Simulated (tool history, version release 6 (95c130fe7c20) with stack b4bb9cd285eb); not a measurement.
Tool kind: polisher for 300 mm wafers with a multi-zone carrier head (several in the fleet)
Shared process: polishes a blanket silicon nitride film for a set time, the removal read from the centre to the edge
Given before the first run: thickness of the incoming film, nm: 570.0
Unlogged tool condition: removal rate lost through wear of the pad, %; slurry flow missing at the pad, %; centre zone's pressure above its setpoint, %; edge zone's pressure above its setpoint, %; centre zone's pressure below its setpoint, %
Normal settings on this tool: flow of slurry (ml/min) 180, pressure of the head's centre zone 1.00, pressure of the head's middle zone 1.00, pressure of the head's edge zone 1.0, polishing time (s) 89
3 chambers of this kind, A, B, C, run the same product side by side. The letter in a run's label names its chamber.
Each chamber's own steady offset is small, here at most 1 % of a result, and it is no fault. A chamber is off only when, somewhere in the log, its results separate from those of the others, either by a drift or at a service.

run   hour  flow of slurry (ml/min)  pressure of the head's centre zone  pressure of the head's middle zone  pressure of the head's edge zone  polishing time (s)  wafers polished on this pad  hours since the slurry nozzle was cleaned  hours since the centre zone pressure was calibrated  hours since the edge zone pressure was calibrated  film removed at the wafer's centre (nm)  film removed at mid-radius (nm)  film removed at the wafer's edge (nm)
       4.2  -- chamber A: worn pad replaced by a new one
       5.4  -- chamber C: worn pad replaced by a new one
 1A   12.1                      180                                1.00                                1.00                               1.0                  89                           67                                      228.1                                                360.5                                              125.9                                   218.09                           222.50                                 224.67
 2C   21.2                      180                                1.00                                1.00                               1.0                  89                          134                                       54.1                                                835.1                                              470.2                                   221.15                           219.80                                 227.67
 3B   28.3                      180                                1.00                                1.00                               1.0                  89                          805                                      778.8                                               1134.6                                               82.2                                   221.18                           223.86                                 220.90
 4C   35.4                      180                                1.00                                1.00                               1.0                  89                          255                                       68.3                                                849.3                                              484.4                                   222.73                           221.19                                 225.57
      42.9  -- chamber B: slurry nozzle cleaned
 5B   43.9                      180                                1.00                                1.00                               1.0                  89                          938                                        1.0                                               1150.2                                               97.8                                   223.23                           221.74                                 221.85
 6A   59.2                      155                                1.00                                0.92                               1.0                  89                          468                                      275.2                                                407.6                                              173.0                                   213.88                           202.29                                 216.73
      70.1  -- chamber A: worn pad replaced by a new one
 7A   71.7                      155                                1.00                                0.92                               1.0                  89                           14                                      287.7                                                420.1                                              185.5                                   214.90                           201.98                                 220.38
      74.7  -- chamber B: worn pad replaced by a new one
 8C   86.0                      155                                1.00                                0.92                               1.0                  89                          686                                      118.9                                                899.9                                              535.0                                   212.96                           198.08                                 221.13
 9B  100.1                      180                                1.00                                1.00                               1.0                  89                          217                                       57.2                                               1206.4                                              154.0                                   217.49                           221.31                                 220.25
10A  111.7                      180                                1.00                                1.00                               1.0                  89                          354                                      327.7                                                460.1                                              225.5                                   218.24                           221.32                                 222.19
11B  126.0                      180                                1.00                                1.00                               1.0                  89                          437                                       83.1                                               1232.3                                              179.9                                   223.75                           227.51                                 223.07
     131.3  -- chamber C: worn pad replaced by a new one
12C  134.2                      180                                1.00                                1.00                               0.9                  89                           25                                      167.1                                                948.1                                              583.2                                   220.68                           217.74                                 210.51
     144.9  -- chamber A: worn pad replaced by a new one
13C  148.6                      180                                1.00                                1.00                               0.9                  89                          147                                      181.5                                                962.5                                              597.6                                   221.63                           223.48                                 212.30
14A  160.0                      180                                1.00                                1.00                               0.9                  89                          129                                      376.0                                                508.4                                              273.8                                   221.33                           224.28                                 208.87
15B  170.3                      180                                1.00                                1.00                               1.0                  89                          814                                      127.4                                               1276.6                                              224.2                                   223.18                           221.42                                 225.13
16B  179.8                      180                                1.00                                1.00                               1.0                  89                          895                                      136.9                                               1286.1                                              233.7                                   220.84                           222.89                                 219.21
17A  189.0                      180                                1.00                                1.00                               1.0                  89                          376                                      405.0                                                537.4                                              302.8                                   217.88                           222.35                                 222.93
     193.8  -- chamber B: centre zone pressure recalibrated
18C  196.9                      180                                1.00                                1.00                               1.0                  89                          559                                      229.8                                               1010.8                                              645.9                                   220.73                           222.16                                 221.57
     207.6  -- chamber C: edge zone pressure recalibrated
19A  209.3                      180                                1.00                                1.00                               1.0                  89                          548                                      425.3                                                557.7                                              323.1                                   221.05                           224.77                                 222.48
     213.8  -- chamber B: worn pad replaced by a new one
     215.3  -- chamber A: worn pad replaced by a new one
20B  222.5                      180                                1.00                                1.00                               1.0                  89                           74                                      179.6                                                 28.7                                              276.4                                   201.25                           223.51                                 222.81
21C  234.7                      180                                1.00                                1.00                               1.0                  89                          880                                      267.6                                               1048.6                                               27.1                                   221.27                           221.22                                 227.27
22C  241.5                      230                                1.00                                0.96                               1.0                  89                          938                                      274.4                                               1055.4                                               33.9                                   228.37                           222.30                                 232.34
23B  254.0                      230                                1.00                                0.96                               1.0                  89                          343                                      211.1                                                 60.2                                              307.9                                   206.65                           224.81                                 228.11
     255.6  -- chamber C: worn pad replaced by a new one
24A  267.2                      230                                1.00                                0.96                               1.0                  89                          442                                      483.2                                                615.6                                              381.0                                   226.68                           221.36                                 226.20
25C  276.7                      180                                1.00                                1.00                               1.0                  89                          179                                      309.6                                               1090.6                                               69.1                                   220.42                           221.65                                 222.41
     283.2  -- chamber A: worn pad replaced by a new one
26B  288.2                      180                                1.00                                1.00                               1.0                  89                          634                                      245.3                                                 94.4                                              342.1                                   201.06                           221.77                                 220.37
     298.6  -- chamber C: slurry nozzle cleaned
27A  302.4                      180                                1.00                                1.00                               1.0                  89                          163                                      518.4                                                650.8                                              416.2                                   221.82                           223.03                                 220.80
28A  310.4                      180                                1.00                                1.00                               1.0                  89                          231                                      526.4                                                658.8                                              424.2                                   219.58                           221.02                                 218.80
29B  317.7                      180                                0.93                                0.91                               1.0                  89                          885                                      274.8                                                123.9                                              371.6                                   186.50                           203.51                                 220.82
     321.7  -- chamber A: slurry nozzle cleaned
30C  327.4                      180                                0.93                                0.91                               1.0                  89                          611                                       28.9                                               1141.3                                              119.8                                   202.28                           201.69                                 223.63
     334.4  -- chamber B: worn pad replaced by a new one
31B  340.0                      180                                0.93                                0.91                               1.0                  89                           48                                      297.1                                                146.2                                              393.9                                   185.42                           206.74                                 220.31
32C  353.9                      180                                1.00                                1.00                               1.0                  89                          837                                       55.4                                               1167.8                                              146.3                                   219.53                           221.87                                 227.60
33A  362.4                      180                                1.00                                1.00                               0.9                  89                          674                                       40.7                                                710.8                                              476.2                                   221.63                           220.66                                 212.08
     364.7  -- chamber A: worn pad replaced by a new one
     367.7  -- chamber C: worn pad replaced by a new one
34A  376.3                      180                                1.00                                1.00                               0.9                  89                           99                                       54.6                                                724.7                                              490.1                                   219.70                           222.68                                 210.86
35C  386.1                      180                                1.00                                1.00                               0.9                  89                          157                                       87.6                                               1200.0                                              178.5                                   222.20                           222.19                                 216.21

Predict what each chamber gives when all 3 of them run the settings below next.
36A  397.3                      180                                1.00                                1.00                               1.0                  89                                                                                                                                                                                                                        ?                                ?                                      ?
36B  397.3                      180                                1.00                                1.00                               1.0                  89                                                                                                                                                                                                                        ?                                ?                                      ?
36C  397.3                      180                                1.00                                1.00                               1.0                  89                                                                                                                                                                                                                        ?                                ?                                      ?

run  film removed at the wafer's centre (nm)  film removed at mid-radius (nm)  film removed at the wafer's edge (nm)
36A                                   220.78                           224.64                                 221.65
36B                                   199.24                           222.67                                 225.79
36C                                   219.55                           221.74                                 225.03

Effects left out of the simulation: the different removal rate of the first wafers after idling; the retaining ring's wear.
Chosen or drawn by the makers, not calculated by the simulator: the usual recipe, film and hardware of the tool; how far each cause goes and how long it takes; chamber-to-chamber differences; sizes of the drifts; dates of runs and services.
